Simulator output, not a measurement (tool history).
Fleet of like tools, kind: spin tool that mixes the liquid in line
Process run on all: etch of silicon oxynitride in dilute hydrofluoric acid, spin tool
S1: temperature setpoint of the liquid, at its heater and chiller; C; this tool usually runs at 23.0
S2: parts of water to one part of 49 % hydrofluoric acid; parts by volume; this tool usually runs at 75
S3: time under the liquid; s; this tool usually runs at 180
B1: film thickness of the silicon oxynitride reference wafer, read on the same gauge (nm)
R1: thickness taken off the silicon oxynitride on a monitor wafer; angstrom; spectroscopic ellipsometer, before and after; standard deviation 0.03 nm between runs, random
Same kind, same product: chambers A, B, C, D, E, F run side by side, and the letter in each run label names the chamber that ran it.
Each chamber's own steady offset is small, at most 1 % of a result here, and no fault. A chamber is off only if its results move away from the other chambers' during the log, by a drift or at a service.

run   hour    S1   S2   S3      B1      R1
 1C    6.5  23.0   75  180  29.990  33.734
 2F   12.6  23.0   75  180  30.024  34.322
 3E   24.8  23.0   75  180  29.998  34.066
 4D   33.0  23.0   75  180  30.009  33.833
      33.9  -- chamber E: hydrofluoric acid flow meter replaced
 5A   41.0  23.0   75  180  30.016  34.231
      43.0  -- chamber F: hydrofluoric acid flow meter replaced
 6B   49.1  23.0   75  180  30.018  34.011
 7F   59.0  23.0   75  180  30.050  33.694
 8E   66.9  23.0   75  180  30.031  33.782
 9C   80.5  23.0  105   85  30.017  11.105
10A   88.0  23.0  105   85  29.992  11.179
11D   98.2  23.0  105   85  30.011  11.133
12B  107.9  23.0  105   85  29.968  11.142
13F  117.4  23.0  105   85  30.014  11.230
14A  124.5  23.0  105   85  30.038  11.036
15B  137.3  27.5   75  180  30.010  42.169
16E  147.5  27.5   75  180  29.997  42.696
17D  158.5  27.5   75  180  29.990  41.754
18C  172.3  27.5   75  180  30.058  42.021
19B  181.2  27.5   75  180  29.954  42.593
     189.3  -- chamber A: thermometer replaced
     189.4  -- chamber C: hydrofluoric acid flow meter replaced
20A  189.5  27.5   75  180  29.925  41.957
21D  195.7  23.0   75  180  29.982  35.035
22F  203.3  23.0   75  180  29.993  33.685
23E  215.2  23.0   75  180  30.025  33.440
     215.9  -- chamber C: thermometer replaced
24C  226.6  23.0   75  180  30.051  33.268
     237.6  -- chamber B: thermometer replaced
25A  237.7  23.0   75  180  29.967  34.100
26F  248.4  23.0   75  180  29.982  34.049
27B  254.9  20.5   60  180  30.050  37.352
     255.7  -- chamber A: hydrofluoric acid flow meter replaced
28C  267.0  20.5   60  180  29.995  37.630
29D  275.9  20.5   60  180  30.017  39.784
     286.9  -- chamber F: thermometer replaced
30E  289.2  20.5   60  180  30.014  38.236
31C  295.5  20.5   60  180  29.948  37.868
32D  308.6  20.5   60  180  29.994  40.487
33B  320.6  23.0   75  180  29.972  33.983
34F  327.1  23.0   75  180  30.003  33.794
35A  333.9  23.0   75  180  30.004  34.292
36E  347.0  18.5   75  240  30.024  36.399
37A  357.2  18.5   75  240  29.998  36.092
38B  369.5  18.5   75  240  30.029  35.878
39F  378.7  18.5   75  240  29.977  36.164
40D  387.9  18.5   75  240  29.961  40.078
41E  395.9  18.5   75  240  29.977  36.030

Next, all 6 chambers run the settings below, one line each with question marks for the results. What does each chamber give?
42A  405.7  18.5  75  180       ?
42B  405.7  18.5  75  180       ?
42C  405.7  18.5  75  180       ?
42D  405.7  18.5  75  180       ?
42E  405.7  18.5  75  180       ?
42F  405.7  18.5  75  180       ?

run      R1
42A  27.624
42B  26.906
42C  26.859
42D  29.148
42E  26.879
42F  27.625
